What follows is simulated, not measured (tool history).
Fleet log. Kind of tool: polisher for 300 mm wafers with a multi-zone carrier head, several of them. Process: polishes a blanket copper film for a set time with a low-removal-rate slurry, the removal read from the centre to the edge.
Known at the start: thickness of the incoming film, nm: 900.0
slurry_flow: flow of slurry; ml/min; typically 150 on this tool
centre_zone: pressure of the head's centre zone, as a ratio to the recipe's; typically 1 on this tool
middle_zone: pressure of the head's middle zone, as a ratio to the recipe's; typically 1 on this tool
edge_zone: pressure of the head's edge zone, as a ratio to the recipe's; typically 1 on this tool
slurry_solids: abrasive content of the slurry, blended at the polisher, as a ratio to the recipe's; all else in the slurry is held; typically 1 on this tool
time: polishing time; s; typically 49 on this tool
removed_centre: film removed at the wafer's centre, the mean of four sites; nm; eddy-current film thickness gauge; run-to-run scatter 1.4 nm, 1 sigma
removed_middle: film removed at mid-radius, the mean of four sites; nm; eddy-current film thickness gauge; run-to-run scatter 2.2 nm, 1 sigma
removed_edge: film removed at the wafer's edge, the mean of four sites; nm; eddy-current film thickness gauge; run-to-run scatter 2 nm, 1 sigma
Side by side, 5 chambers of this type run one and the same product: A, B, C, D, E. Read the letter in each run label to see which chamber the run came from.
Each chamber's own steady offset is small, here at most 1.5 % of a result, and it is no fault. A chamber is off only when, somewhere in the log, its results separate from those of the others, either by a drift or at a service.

Run 1B, hour 6.9: usual settings. Result: removed_centre 204.19 nm, removed_middle 202.45 nm, removed_edge 206.27 nm.
Run 2E, hour 14: usual settings. Result: removed_centre 208.5 nm, removed_middle 206.59 nm, removed_edge 202.44 nm.
Run 3D, hour 19.2: usual settings. Result: removed_centre 205.39 nm, removed_middle 206.4 nm, removed_edge 205.86 nm.
Run 4C, hour 25: usual settings. Result: removed_centre 202.73 nm, removed_middle 207.6 nm, removed_edge 203.74 nm.
Run 5A, hour 31.1: usual settings. Result: removed_centre 202.72 nm, removed_middle 200.76 nm, removed_edge 205.42 nm.
Run 6A, hour 38.5: usual settings but slurry_flow 180 ml/min. Result: removed_centre 209.07 nm, removed_middle 204.51 nm, removed_edge 205.56 nm.
At hour 41.7: chamber D: worn pad replaced by a new one.
Run 7E, hour 44: usual settings but slurry_flow 180 ml/min. Result: removed_centre 213.87 nm, removed_middle 212.37 nm, removed_edge 206.54 nm.
Run 8D, hour 50: usual settings but slurry_flow 180 ml/min. Result: removed_centre 210.71 nm, removed_middle 214.92 nm, removed_edge 211.53 nm.
At hour 51: chamber A: worn pad replaced by a new one.
Run 9B, hour 54.5: usual settings but slurry_flow 180 ml/min. Result: removed_centre 214.44 nm, removed_middle 216.91 nm, removed_edge 207.49 nm.
Run 10C, hour 62.4: usual settings but slurry_flow 180 ml/min. Result: removed_centre 212.86 nm, removed_middle 212.26 nm, removed_edge 210.89 nm.
Run 11C, hour 69.1: usual settings. Result: removed_centre 203.32 nm, removed_middle 209.45 nm, removed_edge 201.77 nm.
At hour 69.5: chamber E: worn pad replaced by a new one.
Run 12D, hour 73.2: usual settings. Result: removed_centre 203.91 nm, removed_middle 204.58 nm, removed_edge 203.77 nm.
At hour 75.1: chamber C: worn pad replaced by a new one.
Run 13E, hour 78.7: usual settings but slurry_flow 120 ml/min, slurry_solids 1.25. Result: removed_centre 206.98 nm, removed_middle 203.88 nm, removed_edge 205.46 nm.
Run 14B, hour 83.4: usual settings but slurry_flow 120 ml/min, slurry_solids 1.25. Result: removed_centre 202.24 nm, removed_middle 205.03 nm, removed_edge 208.69 nm.
Run 15A, hour 87.7: usual settings but slurry_flow 120 ml/min, slurry_solids 1.25. Result: removed_centre 201.8 nm, removed_middle 205.13 nm, removed_edge 213 nm.
Run 16A, hour 92.9: usual settings but slurry_flow 120 ml/min, slurry_solids 1.25. Result: removed_centre 202.88 nm, removed_middle 203.21 nm, removed_edge 206.66 nm.
Run 17E, hour 98.1: usual settings but slurry_flow 120 ml/min, slurry_solids 1.25. Result: removed_centre 205.94 nm, removed_middle 202.17 nm, removed_edge 207.67 nm.
At hour 103.8: chamber E: slurry nozzle cleaned.
Run 18B, hour 104.9: usual settings. Result: removed_centre 205.54 nm, removed_middle 206.54 nm, removed_edge 206.64 nm.
At hour 106.5: chamber B: worn pad replaced by a new one.
Run 19D, hour 111.1: usual settings. Result: removed_centre 204.43 nm, removed_middle 203.15 nm, removed_edge 203.9 nm.
Run 20C, hour 118.6: usual settings. Result: removed_centre 202.39 nm, removed_middle 205.32 nm, removed_edge 206.15 nm.
At hour 121.6: chamber D: worn pad replaced by a new one.
At hour 123.8: chamber C: edge zone pressure recalibrated.
Run 21C, hour 126.2: usual settings. Result: removed_centre 204.41 nm, removed_middle 207.11 nm, removed_edge 202.19 nm.
Run 22B, hour 131.5: usual settings. Result: removed_centre 201.87 nm, removed_middle 199.48 nm, removed_edge 204.88 nm.
Run 23D, hour 137.2: usual settings. Result: removed_centre 204.34 nm, removed_middle 207.15 nm, removed_edge 205.64 nm.
Run 24A, hour 145: usual settings. Result: removed_centre 201.93 nm, removed_middle 201.25 nm, removed_edge 205.82 nm.
Run 25E, hour 150.2: usual settings. Result: removed_centre 203.67 nm, removed_middle 205.94 nm, removed_edge 202.76 nm.
Run 26C, hour 154.7: usual settings. Result: removed_centre 203.48 nm, removed_middle 206.3 nm, removed_edge 201.58 nm.
Run 27D, hour 162.2: usual settings but slurry_solids 0.85. Result: removed_centre 196.96 nm, removed_middle 198.68 nm, removed_edge 196.76 nm.
At hour 163.3: chamber E: worn pad replaced by a new one.
Run 28E, hour 166.7: usual settings but slurry_solids 0.85. Result: removed_centre 200.03 nm, removed_middle 194.25 nm, removed_edge 198.38 nm.
Run 29B, hour 172.6: usual settings but slurry_solids 0.85. Result: removed_centre 196.43 nm, removed_middle 194.1 nm, removed_edge 197.31 nm.
At hour 175.2: chamber A: worn pad replaced by a new one.
Run 30A, hour 181: usual settings but slurry_solids 0.85. Result: removed_centre 197.74 nm, removed_middle 199.75 nm, removed_edge 196.5 nm.

All chambers now run identical settings, listed one chamber a line with results as question marks. What results will each chamber show?
Run 31A, hour 187.4: usual settings but centre_zone 1.05. Result: removed_centre ?, removed_middle ?, removed_edge ?.
Run 31B, hour 187.4: usual settings but centre_zone 1.05. Result: removed_centre ?, removed_middle ?, removed_edge ?.
Run 31C, hour 187.4: usual settings but centre_zone 1.05. Result: removed_centre ?, removed_middle ?, removed_edge ?.
Run 31D, hour 187.4: usual settings but centre_zone 1.05. Result: removed_centre ?, removed_middle ?, removed_edge ?.
Run 31E, hour 187.4: usual settings but centre_zone 1.05. Result: removed_centre ?, removed_middle ?, removed_edge ?.

run  removed_centre  removed_middle  removed_edge
31A           214.2          201.42        206.02
31B          214.81          205.25        206.91
31C          215.82          205.99        205.24
31D          213.64          203.04        203.94
31E          218.76          207.57        207.61
